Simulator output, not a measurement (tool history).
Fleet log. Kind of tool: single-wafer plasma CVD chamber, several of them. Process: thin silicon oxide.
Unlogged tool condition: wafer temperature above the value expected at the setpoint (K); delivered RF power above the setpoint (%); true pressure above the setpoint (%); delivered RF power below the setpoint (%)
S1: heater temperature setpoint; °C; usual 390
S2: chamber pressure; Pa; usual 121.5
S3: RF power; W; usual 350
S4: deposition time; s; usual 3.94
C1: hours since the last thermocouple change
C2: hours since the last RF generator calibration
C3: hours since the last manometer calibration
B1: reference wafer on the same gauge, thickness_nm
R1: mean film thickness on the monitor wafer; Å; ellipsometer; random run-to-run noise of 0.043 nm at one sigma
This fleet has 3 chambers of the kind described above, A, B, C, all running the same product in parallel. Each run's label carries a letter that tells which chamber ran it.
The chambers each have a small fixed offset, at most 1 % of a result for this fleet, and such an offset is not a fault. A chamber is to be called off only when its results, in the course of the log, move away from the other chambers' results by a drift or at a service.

run 1A hour=6.6 | S1=390 S2=121.5 S3=350 S4=3.94 | C1=988.3 C2=1095.7 C3=945.5 | B1=9.0058 | R1=85.824
run 2C hour=14.4 | S1=390 S2=121.5 S3=350 S4=3.94 | C1=640.1 C2=311.6 C3=1685.7 | B1=8.9882 | R1=86.557
run 3B hour=21.7 | S1=390 S2=121.5 S3=350 S4=3.94 | C1=1435.2 C2=399.5 C3=324.8 | B1=8.9925 | R1=86.104
run 4B hour=28.1 | S1=390 S2=121.5 S3=350 S4=3.94 | C1=1441.6 C2=405.9 C3=331.2 | B1=8.9858 | R1=87.49
run 5C hour=33.8 | S1=390 S2=121.5 S3=350 S4=3.94 | C1=659.5 C2=331 C3=1705.1 | B1=8.9871 | R1=86.601
run 6A hour=44 | S1=390 S2=121.5 S3=325 S4=3.94 | C1=1025.7 C2=1133.1 C3=982.9 | B1=8.9992 | R1=84.715
run 7A hour=51 | S1=390 S2=121.5 S3=325 S4=3.94 | C1=1032.7 C2=1140.1 C3=989.9 | B1=8.9872 | R1=83.95
run 8C hour=59.4 | S1=390 S2=121.5 S3=325 S4=3.94 | C1=685.1 C2=356.6 C3=1730.7 | B1=8.9917 | R1=83.878
run 9B hour=68.2 | S1=390 S2=121.5 S3=285 S4=4.51 | C1=1481.7 C2=446 C3=371.3 | B1=8.9952 | R1=91.769
run 10A hour=77.6 | S1=390 S2=121.5 S3=285 S4=4.51 | C1=1059.3 C2=1166.7 C3=1016.5 | B1=8.9903 | R1=91.789
run 11B hour=86.2 | S1=390 S2=121.5 S3=285 S4=4.51 | C1=1499.7 C2=464 C3=389.3 | B1=8.9996 | R1=90.814
run 12C hour=95.1 | S1=390 S2=121.5 S3=350 S4=3.94 | C1=720.8 C2=392.3 C3=1766.4 | B1=8.9969 | R1=86.469
run 13A hour=101.7 | S1=390 S2=121.5 S3=350 S4=3.94 | C1=1083.4 C2=1190.8 C3=1040.6 | B1=8.9776 | R1=87.136
run 14C hour=110.4 | S1=390 S2=121.5 S3=350 S4=3.94 | C1=736.1 C2=407.6 C3=1781.7 | B1=8.9911 | R1=86.424
run 15B hour=120.8 | S1=390 S2=121.5 S3=350 S4=3.94 | C1=1534.3 C2=498.6 C3=423.9 | B1=8.997 | R1=86.449
run 16A hour=129.3 | S1=390 S2=121.5 S3=350 S4=3.94 | C1=1111 C2=1218.4 C3=1068.2 | B1=8.9951 | R1=86.396
run 17C hour=139.8 | S1=390 S2=121.5 S3=350 S4=3.94 | C1=765.5 C2=437 C3=1811.1 | B1=8.9965 | R1=85.449
run 18B hour=145 | S1=382 S2=121.5 S3=350 S4=4.68 | C1=1558.5 C2=522.8 C3=448.1 | B1=8.9902 | R1=103.62
run 19A hour=153.3 | S1=382 S2=121.5 S3=350 S4=4.68 | C1=1135 C2=1242.4 C3=1092.2 | B1=8.9998 | R1=103.26
run 20C hour=158.9 | S1=382 S2=121.5 S3=350 S4=4.68 | C1=784.6 C2=456.1 C3=1830.2 | B1=8.9917 | R1=102.76
run 21B hour=165.8 | S1=390 S2=121.5 S3=350 S4=3.94 | C1=1579.3 C2=543.6 C3=468.9 | B1=8.9913 | R1=87.128
run 22C hour=173.6 | S1=390 S2=121.5 S3=350 S4=3.94 | C1=799.3 C2=470.8 C3=1844.9 | B1=8.9927 | R1=86.167
run 23A hour=183 | S1=390 S2=146.3 S3=285 S4=3.94 | C1=1164.7 C2=1272.1 C3=1121.9 | B1=8.9856 | R1=90.521
run 24B hour=188.9 | S1=390 S2=146.3 S3=285 S4=3.94 | C1=1602.4 C2=566.7 C3=492 | B1=8.998 | R1=90.432
-- hour=192.2 chamber A: capacitance manometer re-zeroed and calibrated
run 25C hour=199.2 | S1=390 S2=146.3 S3=285 S4=3.94 | C1=824.9 C2=496.4 C3=1870.5 | B1=8.9921 | R1=92.1
run 26A hour=207.9 | S1=390 S2=121.5 S3=350 S4=3.94 | C1=1189.6 C2=1297 C3=15.8 | B1=8.9847 | R1=87.063
run 27B hour=217.4 | S1=390 S2=121.5 S3=350 S4=3.94 | C1=1630.9 C2=595.2 C3=520.5 | B1=8.9921 | R1=86.009
run 28A hour=225.3 | S1=390 S2=121.5 S3=350 S4=3.94 | C1=1207 C2=1314.4 C3=33.2 | B1=8.9963 | R1=86.216
run 29C hour=230.7 | S1=390 S2=121.5 S3=350 S4=3.94 | C1=856.4 C2=527.9 C3=1902 | B1=8.9982 | R1=86.385
run 30B hour=236 | S1=390 S2=121.5 S3=350 S4=3.94 | C1=1649.5 C2=613.8 C3=539.1 | B1=8.9856 | R1=87.096
run 31C hour=241.7 | S1=390 S2=121.5 S3=350 S4=3.94 | C1=867.4 C2=538.9 C3=1913 | B1=8.9894 | R1=86.011
-- hour=247.9 chamber C: capacitance manometer re-zeroed and calibrated
run 32A hour=249.9 | S1=390 S2=121.5 S3=350 S4=3.94 | C1=1231.6 C2=1339 C3=57.8 | B1=8.9886 | R1=86.834
run 33B hour=257.6 | S1=390 S2=121.5 S3=350 S4=3.94 | C1=1671.1 C2=635.4 C3=560.7 | B1=8.9911 | R1=86.404
run 34C hour=263.3 | S1=390 S2=121.5 S3=350 S4=3.94 | C1=889 C2=560.5 C3=15.5 | B1=8.9863 | R1=86.024
run 35A hour=272 | S1=390 S2=133.7 S3=310 S4=3.94 | C1=1253.7 C2=1361.1 C3=79.9 | B1=9.0068 | R1=88.294
run 36B hour=280.5 | S1=390 S2=133.7 S3=310 S4=3.94 | C1=1694 C2=658.3 C3=583.6 | B1=8.9906 | R1=88.403
run 37A hour=287.2 | S1=390 S2=133.7 S3=310 S4=3.94 | C1=1268.9 C2=1376.3 C3=95.1 | B1=8.9923 | R1=89.002
run 38B hour=297.6 | S1=390 S2=121.5 S3=350 S4=3.94 | C1=1711.1 C2=675.4 C3=600.7 | B1=8.9815 | R1=86.399
run 39C hour=302.7 | S1=390 S2=121.5 S3=350 S4=3.94 | C1=928.4 C2=599.9 C3=54.9 | B1=8.9829 | R1=86.243
run 40C hour=313.2 | S1=390 S2=121.5 S3=350 S4=3.64 | C1=938.9 C2=610.4 C3=65.4 | B1=8.9963 | R1=80.312
run 41A hour=320.5 | S1=390 S2=121.5 S3=350 S4=3.64 | C1=1302.2 C2=1409.6 C3=128.4 | B1=8.9804 | R1=79.298
run 42B hour=329.1 | S1=390 S2=121.5 S3=350 S4=3.64 | C1=1742.6 C2=706.9 C3=632.2 | B1=8.994 | R1=79.778
run 43A hour=338.9 | S1=390 S2=121.5 S3=350 S4=3.94 | C1=1320.6 C2=1428 C3=146.8 | B1=8.9964 | R1=86.618
run 44C hour=347.2 | S1=390 S2=121.5 S3=350 S4=3.94 | C1=972.9 C2=644.4 C3=99.4 | B1=8.997 | R1=86.458

Which is it: a chamber that has drifted or been left off by a service, a gauge drift common to all chambers, or only each chamber's usual small offset? If a chamber is off, name it and its likeliest cause.

No chamber stands off beyond its own small offset, and the gauge holds steady.

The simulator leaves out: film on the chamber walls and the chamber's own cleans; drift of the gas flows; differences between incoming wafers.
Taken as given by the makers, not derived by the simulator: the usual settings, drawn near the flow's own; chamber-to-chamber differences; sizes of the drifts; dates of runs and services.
